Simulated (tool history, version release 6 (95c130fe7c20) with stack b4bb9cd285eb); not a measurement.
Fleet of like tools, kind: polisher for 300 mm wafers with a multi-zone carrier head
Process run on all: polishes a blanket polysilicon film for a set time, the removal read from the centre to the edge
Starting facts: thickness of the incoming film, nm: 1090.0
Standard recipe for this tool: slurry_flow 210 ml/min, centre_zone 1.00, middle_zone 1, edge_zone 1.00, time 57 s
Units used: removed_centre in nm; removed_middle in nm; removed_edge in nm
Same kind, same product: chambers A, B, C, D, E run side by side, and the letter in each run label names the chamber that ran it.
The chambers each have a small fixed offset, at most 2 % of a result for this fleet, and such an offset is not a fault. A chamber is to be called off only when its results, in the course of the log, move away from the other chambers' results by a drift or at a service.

run,day,slurry_flow,centre_zone,middle_zone,edge_zone,time,removed_centre,removed_middle,removed_edge
# day 0.008: chamber B: slurry nozzle cleaned
1B,0.450,210,1.00,1,1.00,57,324.78,322.57,320.46
2A,0.717,210,1.00,1,1.00,57,321.67,324.74,316.02
# day 0.950: chamber E: slurry nozzle cleaned
3C,1.112,210,1.00,1,1.00,57,318.61,325.32,324.25
4D,1.475,210,1.00,1,1.00,57,321.94,320.74,324.01
# day 1.550: chamber A: edge zone pressure recalibrated
5E,1.867,210,1.00,1,1.00,57,320.93,323.75,323.81
# day 1.875: chamber A: worn pad replaced by a new one
# day 1.900: chamber E: worn pad replaced by a new one
6A,2.162,210,1.00,1,1.00,57,326.31,323.62,319.31
# day 2.462: chamber C: centre zone pressure recalibrated
7E,2.558,210,1.00,1,1.00,57,324.12,328.48,320.29
# day 2.696: chamber C: slurry nozzle cleaned
8D,2.950,210,1.00,1,1.00,57,316.27,326.60,325.31
9B,3.225,210,1.00,1,1.00,57,316.47,320.04,319.04
# day 3.338: chamber A: slurry nozzle cleaned
10C,3.475,210,0.91,1,1.00,57,283.09,320.33,322.95
# day 3.662: chamber C: worn pad replaced by a new one
# day 3.792: chamber B: worn pad replaced by a new one
11A,3.846,210,0.91,1,1.00,57,291.76,324.28,316.60
12B,4.075,210,0.91,1,1.00,57,282.89,322.08,323.55
13D,4.538,210,0.91,1,1.00,57,288.65,318.63,321.79
14E,4.979,210,0.91,1,1.00,57,295.22,326.95,316.94
# day 5.050: chamber E: worn pad replaced by a new one
15C,5.321,210,1.00,1,1.00,57,322.14,313.36,326.77
16C,5.571,210,1.00,1,1.00,57,319.24,323.27,321.88
17E,5.812,210,1.00,1,1.00,57,321.08,322.88,321.20
# day 6.217: chamber A: worn pad replaced by a new one
18D,6.271,210,1.00,1,1.00,57,312.79,314.31,315.74
# day 6.275: chamber D: edge zone pressure recalibrated
19B,6.617,210,1.00,1,1.00,57,312.50,322.50,318.23
20A,7.129,210,1.00,1,1.00,57,324.33,321.46,314.52
# day 7.208: chamber D: slurry nozzle cleaned
21A,7.442,210,1.00,1,1.00,57,322.52,322.40,314.78
22E,7.842,210,1.00,1,1.00,57,326.57,318.61,322.11
# day 7.846: chamber E: worn pad replaced by a new one
# day 8.171: chamber C: worn pad replaced by a new one
23B,8.275,210,1.00,1,1.00,57,314.01,322.36,320.45
24C,8.796,210,1.00,1,1.00,57,324.99,324.91,323.66
# day 8.921: chamber C: edge zone pressure recalibrated
25D,9.071,210,1.00,1,1.00,57,308.15,304.39,305.31
26E,9.538,210,1.00,1,1.00,57,322.93,322.09,321.78
27B,9.900,265,1.00,1,1.12,57,327.72,329.98,349.39
# day 10.133: chamber B: worn pad replaced by a new one
28D,10.225,265,1.00,1,1.12,57,309.27,307.80,331.40
29A,10.512,265,1.00,1,1.12,57,327.85,335.45,343.29
# day 10.604: chamber A: worn pad replaced by a new one
# day 10.904: chamber E: worn pad replaced by a new one
30C,11.033,265,1.00,1,1.12,57,326.35,331.21,351.86
31E,11.292,265,1.00,1,1.12,57,341.55,326.84,350.19
# day 11.492: chamber B: centre zone pressure recalibrated
32B,11.729,210,1.00,1,1.00,57,315.87,318.24,321.66
33D,12.150,210,1.00,1,1.00,57,297.04,297.11,296.56
34C,12.421,210,1.00,1,1.00,57,313.50,329.66,322.44
35A,12.692,210,1.00,1,1.00,57,319.30,327.06,314.18
# day 12.850: chamber C: worn pad replaced by a new one
36E,13.092,210,1.00,1,1.00,57,322.73,320.72,318.67
37C,13.417,210,1.00,1,1.00,57,319.02,318.29,322.40
38D,13.700,210,1.00,1,1.00,57,291.21,292.43,291.26
39B,13.971,210,1.09,1,1.00,68,415.57,380.59,377.65
40A,14.212,210,1.09,1,1.00,68,415.75,389.97,379.93
# day 14.283: chamber C: slurry nozzle cleaned
41A,14.700,210,1.09,1,1.00,68,418.96,383.57,378.08
42B,15.046,210,1.09,1,1.00,68,416.62,380.97,384.34
43C,15.454,210,1.09,1,1.00,68,424.33,383.31,386.75

Does one chamber stand apart from the rest, does the shared gauge drift, or is all well apart from small per-chamber offsets? Give the chamber and the most likely cause, where there is one.

It is chamber D that slowly wanders off from its peers.
What lies behind it: removal rate lost through wear of the pad, % = 12.2.

Chamber D could run next with any of the 4 candidate recipes listed below; each alters the usual settings, and their results appear as question marks. Which one brings its results back in line with what the other chambers deliver on the usual settings?
In line means no further than this from the other chambers' mean on the usual settings: removed_centre 15.00 nm; removed_middle 15.00 nm; removed_edge 9.20 nm
44D-1,15.833,205,0.99,0.98,1.01,51,?,?,?
44D-2,15.833,210,1.00,0.99,1.00,53,?,?,?
44D-3,15.833,210,1.00,1.01,1.00,61,?,?,?
44D-4,15.833,215,1.01,1.01,1.00,64,?,?,?

Other chambers, usual settings, mean: removed_centre 320.07 nm; removed_middle 321.45 nm; removed_edge 319.87 nm
run,removed_centre,removed_middle,removed_edge
44D-1,248.59,246.70,254.43
44D-2,262.19,259.65,263.65
44D-3,301.82,304.45,303.36
44D-4,321.27,320.42,319.03
44D-4 is the one that brings the chamber's results back in line with the other chambers.

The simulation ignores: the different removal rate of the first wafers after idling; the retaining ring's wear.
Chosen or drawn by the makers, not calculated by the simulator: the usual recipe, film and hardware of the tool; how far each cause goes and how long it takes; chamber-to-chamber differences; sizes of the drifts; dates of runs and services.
